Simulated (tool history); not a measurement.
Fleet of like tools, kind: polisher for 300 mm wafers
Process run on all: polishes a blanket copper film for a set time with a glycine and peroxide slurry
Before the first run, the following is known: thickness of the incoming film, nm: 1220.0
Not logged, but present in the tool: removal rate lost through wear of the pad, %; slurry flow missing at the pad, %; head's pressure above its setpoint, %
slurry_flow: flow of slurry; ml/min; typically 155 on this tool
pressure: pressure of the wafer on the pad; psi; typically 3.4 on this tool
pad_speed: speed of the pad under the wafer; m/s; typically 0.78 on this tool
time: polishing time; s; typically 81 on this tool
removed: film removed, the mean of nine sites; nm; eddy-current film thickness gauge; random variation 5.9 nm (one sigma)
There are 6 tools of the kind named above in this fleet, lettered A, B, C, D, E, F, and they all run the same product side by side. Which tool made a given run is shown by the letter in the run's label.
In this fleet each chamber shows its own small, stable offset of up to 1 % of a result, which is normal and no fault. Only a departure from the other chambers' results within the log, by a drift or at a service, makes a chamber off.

run,day,slurry_flow,pressure,pad_speed,time,wafers polished on this pad,hours since the slurry nozzle was cleaned,hours since the head pressure was calibrated,removed
# day 0.421: chamber F: worn pad replaced by a new one
1F,0.583,155,3.4,0.78,81,57,269.4,560.6,454.84
# day 0.679: chamber B: worn pad replaced by a new one
2D,1.217,155,3.4,0.78,81,1279,109.3,1112.7,446.71
# day 1.412: chamber D: worn pad replaced by a new one
# day 1.617: chamber A: worn pad replaced by a new one
3C,1.646,155,3.4,0.78,81,1409,275.1,305.4,455.73
# day 1.746: chamber C: slurry nozzle cleaned
4A,2.208,155,3.4,0.78,81,206,557.4,1124.1,443.83
# day 2.412: chamber A: slurry nozzle cleaned
5B,2.712,155,3.4,0.78,81,707,168.8,1558.0,443.62
6E,3.150,155,3.4,0.78,81,1233,246.5,1137.6,439.49
# day 3.604: chamber E: worn pad replaced by a new one
7E,3.662,155,3.4,0.78,81,20,258.8,1149.9,453.45
# day 3.758: chamber D: head pressure recalibrated
# day 3.883: chamber B: worn pad replaced by a new one
8F,4.200,200,3.4,0.56,81,1313,356.2,647.4,363.79
# day 4.275: chamber F: worn pad replaced by a new one
9A,4.712,200,3.4,0.56,81,1075,55.3,1184.2,356.70
10B,5.042,200,3.4,0.56,81,403,224.7,1613.9,360.02
# day 5.054: chamber B: head pressure recalibrated
# day 5.158: chamber A: head pressure recalibrated
# day 5.317: chamber D: worn pad replaced by a new one
# day 5.400: chamber A: worn pad replaced by a new one
11C,5.646,200,3.4,0.56,81,2798,93.6,401.4,361.28
12D,5.967,200,3.4,0.56,81,226,223.3,53.0,363.16
13F,6.417,200,3.4,0.56,81,743,409.4,700.6,358.63
# day 6.692: chamber F: head pressure recalibrated
14C,6.958,155,3.4,0.78,81,3254,125.1,432.9,442.88
# day 7.354: chamber F: worn pad replaced by a new one
15B,7.542,155,3.4,0.66,81,1271,284.7,59.7,388.26
# day 7.617: chamber E: worn pad replaced by a new one
# day 7.821: chamber B: worn pad replaced by a new one
16D,7.962,155,3.4,0.66,81,919,271.2,100.9,396.37
17A,8.483,155,3.4,0.66,81,1070,145.8,79.8,388.05
18E,8.929,155,3.4,0.66,81,456,385.2,1276.3,387.80
# day 9.271: chamber D: worn pad replaced by a new one
19F,9.321,155,3.4,0.66,81,684,479.1,63.2,403.84
# day 9.375: chamber A: worn pad replaced by a new one
20E,9.858,155,3.4,0.66,81,778,407.5,1298.6,396.24
21B,10.150,155,3.4,0.78,81,810,347.3,122.3,440.86
22A,10.642,155,3.4,0.78,81,440,197.6,131.6,439.06
# day 10.933: chamber F: worn pad replaced by a new one
23D,11.042,155,3.4,0.78,81,616,345.1,174.8,449.34
# day 11.133: chamber E: worn pad replaced by a new one
# day 11.408: chamber B: worn pad replaced by a new one
24C,11.567,155,3.4,0.78,81,4854,235.7,543.5,428.43
25F,11.867,155,3.4,0.78,81,324,540.2,124.3,446.62
# day 12.108: chamber B: slurry nozzle cleaned
26B,12.312,155,3.4,0.78,81,314,5.0,174.2,453.54
# day 12.425: chamber E: head pressure recalibrated
27A,12.679,155,3.4,0.78,81,1147,246.5,180.5,448.02
# day 12.696: chamber D: worn pad replaced by a new one
# day 12.842: chamber A: worn pad replaced by a new one
28E,13.225,155,3.4,0.78,81,726,488.3,19.2,440.76
# day 13.271: chamber C: slurry nozzle cleaned
29C,13.621,155,2.5,0.92,81,5567,8.5,592.8,367.93
30D,14.042,155,2.5,0.92,81,467,417.1,246.8,402.27
# day 14.371: chamber F: slurry nozzle cleaned
31B,14.408,155,2.5,0.92,81,1042,55.3,224.5,402.57
# day 14.788: chamber F: worn pad replaced by a new one
# day 15.021: chamber E: worn pad replaced by a new one
32D,15.029,155,2.5,0.92,81,810,440.8,270.5,397.47
33F,15.654,155,2.5,0.92,81,302,30.9,215.2,400.93
34A,16.054,155,2.5,0.92,81,1115,327.5,261.5,406.21
# day 16.062: chamber D: worn pad replaced by a new one
35C,16.488,155,3.4,0.78,81,6562,77.3,661.6,401.63
# day 16.612: chamber A: worn pad replaced by a new one
36E,16.833,155,3.4,0.78,81,630,574.9,105.8,453.09
37A,17.183,155,3.4,0.78,81,198,354.6,288.6,440.40
38D,17.646,155,3.4,0.78,81,550,503.6,333.3,445.08

Decide between three cases: one chamber stands off from its peers, the gauge reading all wafers drifts, or nothing is wrong past each chamber's small offset. Where a chamber is off, say which and what most likely put it there.

One chamber, C, drifts off from the rest bit by bit.
What lies behind it: removal rate lost through wear of the pad, % = 11.6.
Not necessarily distinguishable in this log from: head's pressure below its setpoint, %.

Here are 4 candidates for chamber C's next run, each the usual settings with a change, their results left as question marks. Which one brings its results back in line with what the others give on the usual settings?
A result is in line if it is within this distance of the other chambers' mean on the usual settings: removed 20.00 nm
39C-1,18.112,155,3.4,0.68,81,,,,?
39C-2,18.112,150,3.4,0.78,68,,,,?
39C-3,18.112,155,3.4,0.82,86,,,,?
39C-4,18.112,155,3.6,0.84,87,,,,?

What the other chambers average on the usual settings: removed 443.44 nm
run,removed
39C-1,357.48
39C-2,333.49
39C-3,441.89
39C-4,478.41
With 39C-3, the chamber falls back in line with the rest.

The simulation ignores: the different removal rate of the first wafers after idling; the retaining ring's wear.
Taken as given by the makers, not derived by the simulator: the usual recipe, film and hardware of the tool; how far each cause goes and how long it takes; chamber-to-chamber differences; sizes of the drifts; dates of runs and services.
